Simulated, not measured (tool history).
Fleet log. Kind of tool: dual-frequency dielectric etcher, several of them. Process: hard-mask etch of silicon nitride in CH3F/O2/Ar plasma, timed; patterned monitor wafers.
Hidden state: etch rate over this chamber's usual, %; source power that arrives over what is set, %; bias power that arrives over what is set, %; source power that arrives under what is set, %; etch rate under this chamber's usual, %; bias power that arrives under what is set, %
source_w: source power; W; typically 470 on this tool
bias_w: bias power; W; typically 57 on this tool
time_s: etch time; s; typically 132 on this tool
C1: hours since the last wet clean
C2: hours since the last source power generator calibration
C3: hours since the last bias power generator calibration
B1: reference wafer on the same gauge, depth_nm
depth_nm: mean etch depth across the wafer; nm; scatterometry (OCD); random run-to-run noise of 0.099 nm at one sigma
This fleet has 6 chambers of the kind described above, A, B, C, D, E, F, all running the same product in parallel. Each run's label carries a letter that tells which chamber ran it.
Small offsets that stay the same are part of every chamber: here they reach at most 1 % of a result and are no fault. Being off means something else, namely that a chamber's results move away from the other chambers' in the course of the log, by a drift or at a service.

{"hour": 4.0, "done": "chamber F: bias power generator calibrated"}
{"hour": 8.7, "done": "chamber E: wet clean of the chamber"}
{"run": "1E", "hour": 11.2, "source_w": 470, "bias_w": 57, "time_s": 132, "C1": 2.6, "C2": 381, "C3": 2322.5, "B1": 80.007, "depth_nm": 91.059}
{"run": "2C", "hour": 20.5, "source_w": 470, "bias_w": 57, "time_s": 132, "C1": 250.8, "C2": 621.9, "C3": 3697.8, "B1": 80.021, "depth_nm": 90.849}
{"run": "3F", "hour": 27.3, "source_w": 470, "bias_w": 57, "time_s": 132, "C1": 104.4, "C2": 3134.7, "C3": 23.4, "B1": 80.014, "depth_nm": 90.86}
{"run": "4D", "hour": 38.8, "source_w": 470, "bias_w": 57, "time_s": 132, "C1": 568, "C2": 536.9, "C3": 528, "B1": 80.017, "depth_nm": 90.32}
{"run": "5B", "hour": 45.8, "source_w": 470, "bias_w": 57, "time_s": 132, "C1": 156.4, "C2": 1761.9, "C3": 1640.4, "B1": 80.037, "depth_nm": 91.268}
{"run": "6A", "hour": 51.5, "source_w": 470, "bias_w": 57, "time_s": 132, "C1": 284, "C2": 406.4, "C3": 2500.1, "B1": 80.064, "depth_nm": 90.669}
{"run": "7B", "hour": 62.6, "source_w": 470, "bias_w": 57, "time_s": 132, "C1": 173.2, "C2": 1778.7, "C3": 1657.2, "B1": 80.085, "depth_nm": 91.29}
{"hour": 63.1, "done": "chamber A: bias power generator calibrated"}
{"run": "8D", "hour": 71.6, "source_w": 470, "bias_w": 57, "time_s": 132, "C1": 600.8, "C2": 569.7, "C3": 560.8, "B1": 80.082, "depth_nm": 90.413}
{"run": "9F", "hour": 83.4, "source_w": 470, "bias_w": 57, "time_s": 132, "C1": 160.5, "C2": 3190.8, "C3": 79.5, "B1": 80.07, "depth_nm": 91.044}
{"run": "10E", "hour": 93.7, "source_w": 470, "bias_w": 57, "time_s": 132, "C1": 85.1, "C2": 463.5, "C3": 2405, "B1": 80.095, "depth_nm": 90.881}
{"run": "11C", "hour": 103.0, "source_w": 470, "bias_w": 57, "time_s": 132, "C1": 333.3, "C2": 704.4, "C3": 3780.3, "B1": 80.097, "depth_nm": 90.915}
{"run": "12A", "hour": 112.6, "source_w": 470, "bias_w": 57, "time_s": 132, "C1": 345.1, "C2": 467.5, "C3": 49.5, "B1": 80.098, "depth_nm": 90.552}
{"run": "13C", "hour": 123.5, "source_w": 470, "bias_w": 57, "time_s": 132, "C1": 353.8, "C2": 724.9, "C3": 3800.8, "B1": 80.104, "depth_nm": 90.836}
{"run": "14A", "hour": 134.7, "source_w": 370, "bias_w": 57, "time_s": 132, "C1": 367.2, "C2": 489.6, "C3": 71.6, "B1": 80.136, "depth_nm": 82.505}
{"run": "15F", "hour": 144.4, "source_w": 370, "bias_w": 57, "time_s": 132, "C1": 221.5, "C2": 3251.8, "C3": 140.5, "B1": 80.118, "depth_nm": 82.88}
{"hour": 152.1, "done": "chamber C: wet clean of the chamber"}
{"run": "16B", "hour": 152.9, "source_w": 370, "bias_w": 57, "time_s": 132, "C1": 263.5, "C2": 1869, "C3": 1747.5, "B1": 80.141, "depth_nm": 83.173}
{"run": "17D", "hour": 158.9, "source_w": 370, "bias_w": 57, "time_s": 132, "C1": 688.1, "C2": 657, "C3": 648.1, "B1": 80.134, "depth_nm": 82.483}
{"run": "18E", "hour": 168.9, "source_w": 370, "bias_w": 57, "time_s": 132, "C1": 160.3, "C2": 538.7, "C3": 2480.2, "B1": 80.157, "depth_nm": 83.188}
{"hour": 171.8, "done": "chamber D: wet clean of the chamber"}
{"run": "19D", "hour": 179.8, "source_w": 370, "bias_w": 57, "time_s": 132, "C1": 8.1, "C2": 677.9, "C3": 669, "B1": 80.176, "depth_nm": 82.516}
{"run": "20C", "hour": 192.5, "source_w": 470, "bias_w": 57, "time_s": 132, "C1": 40.5, "C2": 793.9, "C3": 3869.8, "B1": 80.161, "depth_nm": 90.889}
{"run": "21B", "hour": 200.7, "source_w": 470, "bias_w": 57, "time_s": 132, "C1": 311.3, "C2": 1916.8, "C3": 1795.3, "B1": 80.16, "depth_nm": 91.444}
{"run": "22F", "hour": 207.6, "source_w": 470, "bias_w": 57, "time_s": 132, "C1": 284.7, "C2": 3315, "C3": 203.7, "B1": 80.203, "depth_nm": 91.113}
{"run": "23E", "hour": 213.7, "source_w": 470, "bias_w": 57, "time_s": 132, "C1": 205.1, "C2": 583.5, "C3": 2525, "B1": 80.183, "depth_nm": 91.22}
{"run": "24A", "hour": 223.3, "source_w": 470, "bias_w": 57, "time_s": 132, "C1": 455.8, "C2": 578.2, "C3": 160.2, "B1": 80.202, "depth_nm": 90.826}
{"run": "25D", "hour": 228.9, "source_w": 470, "bias_w": 57, "time_s": 132, "C1": 57.2, "C2": 727, "C3": 718.1, "B1": 80.207, "depth_nm": 90.691}
{"run": "26F", "hour": 235.2, "source_w": 470, "bias_w": 57, "time_s": 132, "C1": 312.3, "C2": 3342.6, "C3": 231.3, "B1": 80.214, "depth_nm": 91.22}
{"run": "27E", "hour": 247.8, "source_w": 470, "bias_w": 57, "time_s": 132, "C1": 239.2, "C2": 617.6, "C3": 2559.1, "B1": 80.225, "depth_nm": 91.138}
{"run": "28A", "hour": 260.5, "source_w": 470, "bias_w": 57, "time_s": 132, "C1": 493, "C2": 615.4, "C3": 197.4, "B1": 80.212, "depth_nm": 90.925}
{"run": "29C", "hour": 267.7, "source_w": 470, "bias_w": 57, "time_s": 132, "C1": 115.7, "C2": 869.1, "C3": 3945, "B1": 80.245, "depth_nm": 91.043}
{"run": "30B", "hour": 279.5, "source_w": 470, "bias_w": 57, "time_s": 132, "C1": 390.1, "C2": 1995.6, "C3": 1874.1, "B1": 80.265, "depth_nm": 91.459}
{"run": "31E", "hour": 287.9, "source_w": 470, "bias_w": 57, "time_s": 132, "C1": 279.3, "C2": 657.7, "C3": 2599.2, "B1": 80.257, "depth_nm": 91.28}
{"run": "32F", "hour": 294.1, "source_w": 470, "bias_w": 57, "time_s": 132, "C1": 371.2, "C2": 3401.5, "C3": 290.2, "B1": 80.27, "depth_nm": 91.2}
{"run": "33B", "hour": 306.0, "source_w": 470, "bias_w": 57, "time_s": 132, "C1": 416.6, "C2": 2022.1, "C3": 1900.6, "B1": 80.298, "depth_nm": 91.617}
{"run": "34A", "hour": 312.5, "source_w": 470, "bias_w": 57, "time_s": 132, "C1": 545, "C2": 667.4, "C3": 249.4, "B1": 80.269, "depth_nm": 90.919}
{"run": "35D", "hour": 324.0, "source_w": 470, "bias_w": 57, "time_s": 132, "C1": 152.3, "C2": 822.1, "C3": 813.2, "B1": 80.303, "depth_nm": 90.803}
{"run": "36C", "hour": 334.7, "source_w": 470, "bias_w": 57, "time_s": 132, "C1": 182.7, "C2": 936.1, "C3": 4012, "B1": 80.326, "depth_nm": 91.261}
{"hour": 340.3, "done": "chamber B: wet clean of the chamber"}
{"run": "37F", "hour": 347.5, "source_w": 470, "bias_w": 57, "time_s": 132, "C1": 424.6, "C2": 3454.9, "C3": 343.6, "B1": 80.316, "depth_nm": 91.347}
{"run": "38B", "hour": 355.6, "source_w": 470, "bias_w": 57, "time_s": 132, "C1": 15.4, "C2": 2071.7, "C3": 1950.2, "B1": 80.312, "depth_nm": 91.395}
{"run": "39C", "hour": 363.2, "source_w": 470, "bias_w": 57, "time_s": 132, "C1": 211.2, "C2": 964.6, "C3": 4040.5, "B1": 80.322, "depth_nm": 91.321}
{"run": "40E", "hour": 368.8, "source_w": 350, "bias_w": 67, "time_s": 132, "C1": 360.2, "C2": 738.6, "C3": 2680.1, "B1": 80.335, "depth_nm": 86.321}
{"run": "41D", "hour": 380.9, "source_w": 350, "bias_w": 67, "time_s": 132, "C1": 209.2, "C2": 879, "C3": 870.1, "B1": 80.353, "depth_nm": 85.357}

Decide between three cases: one chamber stands off from its peers, the gauge reading all wafers drifts, or nothing is wrong past each chamber's small offset. Where a chamber is off, say which and what most likely put it there.

The shared gauge is drifting. All chambers look as if they move in step, but none is off.
Likeliest cause: gauge reads high (%) = 0.445.

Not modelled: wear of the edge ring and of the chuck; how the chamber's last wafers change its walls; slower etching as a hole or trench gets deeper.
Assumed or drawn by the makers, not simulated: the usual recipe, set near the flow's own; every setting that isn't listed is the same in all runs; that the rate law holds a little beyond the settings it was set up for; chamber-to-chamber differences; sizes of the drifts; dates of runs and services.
